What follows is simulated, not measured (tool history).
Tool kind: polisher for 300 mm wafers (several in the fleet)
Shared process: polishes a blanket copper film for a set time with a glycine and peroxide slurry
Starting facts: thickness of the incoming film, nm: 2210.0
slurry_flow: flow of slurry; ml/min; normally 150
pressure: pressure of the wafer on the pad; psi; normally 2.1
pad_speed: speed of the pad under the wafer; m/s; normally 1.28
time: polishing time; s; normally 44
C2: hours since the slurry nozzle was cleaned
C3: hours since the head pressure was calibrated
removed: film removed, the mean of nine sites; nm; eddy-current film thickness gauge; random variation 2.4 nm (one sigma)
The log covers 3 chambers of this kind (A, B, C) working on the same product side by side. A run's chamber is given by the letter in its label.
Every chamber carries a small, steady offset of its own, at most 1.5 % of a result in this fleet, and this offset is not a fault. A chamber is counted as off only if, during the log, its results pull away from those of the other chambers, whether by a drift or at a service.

run 1C hour=6.4 | slurry_flow=150 pressure=2.1 pad_speed=1.28 time=44 | wafers_polished_on_this_pad=64 C2=327 C3=386.1 | removed=243.71
run 2B hour=11.7 | slurry_flow=150 pressure=2.1 pad_speed=1.28 time=44 | wafers_polished_on_this_pad=1134 C2=207.6 C3=23.3 | removed=232.68
run 3A hour=21.1 | slurry_flow=150 pressure=2.1 pad_speed=1.28 time=44 | wafers_polished_on_this_pad=166 C2=268.1 C3=167.3 | removed=235.59
run 4C hour=27.5 | slurry_flow=150 pressure=2.1 pad_speed=1.28 time=44 | wafers_polished_on_this_pad=202 C2=348.1 C3=407.2 | removed=237.55
-- hour=34.9 chamber B: worn pad replaced by a new one
run 5A hour=35.5 | slurry_flow=150 pressure=2.1 pad_speed=1.28 time=44 | wafers_polished_on_this_pad=260 C2=282.5 C3=181.7 | removed=240.55
run 6B hour=40.3 | slurry_flow=150 pressure=2.1 pad_speed=1.28 time=44 | wafers_polished_on_this_pad=35 C2=236.2 C3=51.9 | removed=233.41
run 7A hour=44.9 | slurry_flow=150 pressure=2.1 pad_speed=1.28 time=44 | wafers_polished_on_this_pad=321 C2=291.9 C3=191.1 | removed=240.36
run 8C hour=54.1 | slurry_flow=150 pressure=2.1 pad_speed=1.28 time=44 | wafers_polished_on_this_pad=375 C2=374.7 C3=433.8 | removed=233.89
run 9B hour=59.9 | slurry_flow=150 pressure=2.1 pad_speed=1.28 time=44 | wafers_polished_on_this_pad=163 C2=255.8 C3=71.5 | removed=234.31
run 10A hour=66.9 | slurry_flow=150 pressure=2.1 pad_speed=1.28 time=44 | wafers_polished_on_this_pad=464 C2=313.9 C3=213.1 | removed=241.05
run 11B hour=75.4 | slurry_flow=150 pressure=2.1 pad_speed=1.28 time=44 | wafers_polished_on_this_pad=264 C2=271.3 C3=87 | removed=235.12
run 12C hour=80.5 | slurry_flow=150 pressure=2.1 pad_speed=1.28 time=52 | wafers_polished_on_this_pad=547 C2=401.1 C3=460.2 | removed=275.74
-- hour=85.7 chamber C: worn pad replaced by a new one
run 13C hour=88.2 | slurry_flow=150 pressure=2.1 pad_speed=1.28 time=52 | wafers_polished_on_this_pad=16 C2=408.8 C3=467.9 | removed=278.21
run 14B hour=95.6 | slurry_flow=150 pressure=2.1 pad_speed=1.28 time=52 | wafers_polished_on_this_pad=396 C2=291.5 C3=107.2 | removed=276.83
run 15A hour=102.6 | slurry_flow=150 pressure=2.1 pad_speed=1.28 time=44 | wafers_polished_on_this_pad=697 C2=349.6 C3=248.8 | removed=234.26
run 16B hour=108.3 | slurry_flow=150 pressure=2.1 pad_speed=1.28 time=44 | wafers_polished_on_this_pad=478 C2=304.2 C3=119.9 | removed=238.49
run 17A hour=115.3 | slurry_flow=150 pressure=2.1 pad_speed=1.28 time=44 | wafers_polished_on_this_pad=780 C2=362.3 C3=261.5 | removed=242.63
run 18C hour=124.9 | slurry_flow=190 pressure=2.1 pad_speed=1.28 time=31 | wafers_polished_on_this_pad=255 C2=445.5 C3=504.6 | removed=169.99
run 19A hour=131.9 | slurry_flow=190 pressure=2.1 pad_speed=1.28 time=31 | wafers_polished_on_this_pad=888 C2=378.9 C3=278.1 | removed=175.27
run 20C hour=141 | slurry_flow=190 pressure=2.1 pad_speed=1.28 time=31 | wafers_polished_on_this_pad=360 C2=461.6 C3=520.7 | removed=169.55
-- hour=150.2 chamber C: head pressure recalibrated
run 21B hour=150.3 | slurry_flow=150 pressure=2.1 pad_speed=1.28 time=44 | wafers_polished_on_this_pad=752 C2=346.2 C3=161.9 | removed=235.68
run 22B hour=158.3 | slurry_flow=150 pressure=2.1 pad_speed=1.28 time=44 | wafers_polished_on_this_pad=804 C2=354.2 C3=169.9 | removed=235.94
run 23A hour=167.6 | slurry_flow=150 pressure=2.1 pad_speed=1.28 time=44 | wafers_polished_on_this_pad=1121 C2=414.6 C3=313.8 | removed=242
-- hour=168.2 chamber C: worn pad replaced by a new one
run 24C hour=172.7 | slurry_flow=120 pressure=2.1 pad_speed=1.28 time=58 | wafers_polished_on_this_pad=29 C2=493.3 C3=22.5 | removed=285.81
-- hour=174.9 chamber A: worn pad replaced by a new one
run 25A hour=180.5 | slurry_flow=120 pressure=2.1 pad_speed=1.28 time=58 | wafers_polished_on_this_pad=37 C2=427.5 C3=326.7 | removed=306.9
run 26C hour=185.3 | slurry_flow=120 pressure=2.1 pad_speed=1.28 time=58 | wafers_polished_on_this_pad=111 C2=505.9 C3=35.1 | removed=284.23
run 27B hour=193.2 | slurry_flow=150 pressure=2.1 pad_speed=1.28 time=44 | wafers_polished_on_this_pad=1032 C2=389.1 C3=204.8 | removed=234.03
run 28B hour=200.8 | slurry_flow=125 pressure=2.1 pad_speed=1.28 time=44 | wafers_polished_on_this_pad=1081 C2=396.7 C3=212.4 | removed=228.69
-- hour=207.1 chamber A: head pressure recalibrated
run 29A hour=207.7 | slurry_flow=125 pressure=2.1 pad_speed=1.28 time=44 | wafers_polished_on_this_pad=214 C2=454.7 C3=0.7 | removed=229.87
run 30C hour=213.4 | slurry_flow=125 pressure=2.1 pad_speed=1.28 time=44 | wafers_polished_on_this_pad=294 C2=534 C3=63.2 | removed=218.1
run 31A hour=219.6 | slurry_flow=150 pressure=2.1 pad_speed=1.28 time=44 | wafers_polished_on_this_pad=291 C2=466.6 C3=12.6 | removed=238.36
-- hour=221.2 chamber B: worn pad replaced by a new one
run 32C hour=226.2 | slurry_flow=150 pressure=2.1 pad_speed=1.28 time=44 | wafers_polished_on_this_pad=377 C2=546.8 C3=76 | removed=224.35
run 33B hour=235.9 | slurry_flow=150 pressure=2.1 pad_speed=1.28 time=44 | wafers_polished_on_this_pad=96 C2=431.8 C3=247.5 | removed=238.82
run 34B hour=242.5 | slurry_flow=150 pressure=2.1 pad_speed=1.28 time=44 | wafers_polished_on_this_pad=139 C2=438.4 C3=254.1 | removed=233.74
run 35C hour=252.3 | slurry_flow=190 pressure=2.1 pad_speed=1.28 time=55 | wafers_polished_on_this_pad=548 C2=572.9 C3=102.1 | removed=292.35
-- hour=253.9 chamber C: worn pad replaced by a new one
run 36A hour=261.9 | slurry_flow=190 pressure=2.1 pad_speed=1.28 time=55 | wafers_polished_on_this_pad=567 C2=508.9 C3=54.9 | removed=304.42
run 37B hour=266.4 | slurry_flow=190 pressure=2.1 pad_speed=1.28 time=55 | wafers_polished_on_this_pad=295 C2=462.3 C3=278 | removed=310.85
run 38C hour=275.9 | slurry_flow=150 pressure=2.1 pad_speed=1.28 time=44 | wafers_polished_on_this_pad=143 C2=596.5 C3=125.7 | removed=220.51
run 39A hour=285.2 | slurry_flow=150 pressure=2.1 pad_speed=1.28 time=44 | wafers_polished_on_this_pad=719 C2=532.2 C3=78.2 | removed=238.54
run 40A hour=294.8 | slurry_flow=150 pressure=2.1 pad_speed=1.28 time=44 | wafers_polished_on_this_pad=781 C2=541.8 C3=87.8 | removed=237.96

Next, every chamber runs the same settings. What will each give?
run 41A hour=302 | slurry_flow=150 pressure=1.8 pad_speed=1.28 time=44 | removed=?
run 41B hour=302 | slurry_flow=150 pressure=1.8 pad_speed=1.28 time=44 | removed=?
run 41C hour=302 | slurry_flow=150 pressure=1.8 pad_speed=1.28 time=44 | removed=?

run=41A removed=211.13
run=41B removed=208.39
run=41C removed=190.8

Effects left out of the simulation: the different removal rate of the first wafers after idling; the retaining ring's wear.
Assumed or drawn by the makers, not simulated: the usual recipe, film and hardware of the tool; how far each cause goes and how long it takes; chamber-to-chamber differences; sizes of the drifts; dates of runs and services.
